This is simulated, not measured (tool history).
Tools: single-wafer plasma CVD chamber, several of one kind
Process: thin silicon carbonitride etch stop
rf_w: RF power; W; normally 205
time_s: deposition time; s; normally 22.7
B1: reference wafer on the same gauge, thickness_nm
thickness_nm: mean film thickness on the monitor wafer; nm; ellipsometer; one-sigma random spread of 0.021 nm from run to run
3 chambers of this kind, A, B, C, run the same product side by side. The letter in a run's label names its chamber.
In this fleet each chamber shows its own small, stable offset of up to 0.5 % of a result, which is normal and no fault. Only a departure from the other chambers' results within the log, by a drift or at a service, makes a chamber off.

Run 1B, hour 7.3: usual settings; B1 14.494. Result: thickness_nm 13.074 nm.
At hour 18.3: chamber C: RF generator calibrated.
Run 2C, hour 21.9: usual settings; B1 14.495. Result: thickness_nm 12.969 nm.
Run 3A, hour 34.6: usual settings; B1 14.487. Result: thickness_nm 13.05 nm.
Run 4C, hour 46.2: usual settings; B1 14.48. Result: thickness_nm 12.995 nm.
Run 5B, hour 58.1: usual settings but time_s 24.1 s; B1 14.48. Result: thickness_nm 13.839 nm.
Run 6A, hour 72.8: usual settings but time_s 24.1 s; B1 14.471. Result: thickness_nm 13.841 nm.
Run 7B, hour 87: usual settings but time_s 24.1 s; B1 14.47. Result: thickness_nm 13.829 nm.
Run 8A, hour 101.5: usual settings; B1 14.46. Result: thickness_nm 13.02 nm.
Run 9C, hour 109.1: usual settings; B1 14.456. Result: thickness_nm 12.961 nm.
Run 10C, hour 119.7: usual settings; B1 14.458. Result: thickness_nm 12.97 nm.
Run 11B, hour 133.5: usual settings but rf_w 190 W, time_s 25.2 s; B1 14.445. Result: thickness_nm 14.11 nm.
Run 12A, hour 142: usual settings but rf_w 190 W, time_s 25.2 s; B1 14.442. Result: thickness_nm 14.13 nm.
Run 13A, hour 155: usual settings but rf_w 190 W, time_s 25.2 s; B1 14.442. Result: thickness_nm 14.137 nm.
Run 14C, hour 162.3: usual settings; B1 14.439. Result: thickness_nm 12.962 nm.
Run 15B, hour 176.8: usual settings; B1 14.433. Result: thickness_nm 13.028 nm.
Run 16A, hour 183.5: usual settings; B1 14.431. Result: thickness_nm 13.05 nm.
Run 17C, hour 192.6: usual settings; B1 14.434. Result: thickness_nm 12.956 nm.
Run 18B, hour 202.8: usual settings; B1 14.424. Result: thickness_nm 13.008 nm.
Run 19B, hour 214.3: usual settings; B1 14.421. Result: thickness_nm 12.983 nm.
Run 20A, hour 223.4: usual settings; B1 14.412. Result: thickness_nm 12.986 nm.
Run 21C, hour 234.5: usual settings but time_s 18.7 s; B1 14.417. Result: thickness_nm 10.635 nm.
Run 22B, hour 241.8: usual settings but time_s 18.7 s; B1 14.404. Result: thickness_nm 10.658 nm.

For the next run the whole fleet of 3 chambers uses the same settings. Give each chamber's results:
Run 23A, hour 252.4: usual settings but time_s 20.8 s. Result: thickness_nm ?.
Run 23B, hour 252.4: usual settings but time_s 20.8 s. Result: thickness_nm ?.
Run 23C, hour 252.4: usual settings but time_s 20.8 s. Result: thickness_nm ?.

run  thickness_nm
23A        11.862
23B        11.868
23C        11.827

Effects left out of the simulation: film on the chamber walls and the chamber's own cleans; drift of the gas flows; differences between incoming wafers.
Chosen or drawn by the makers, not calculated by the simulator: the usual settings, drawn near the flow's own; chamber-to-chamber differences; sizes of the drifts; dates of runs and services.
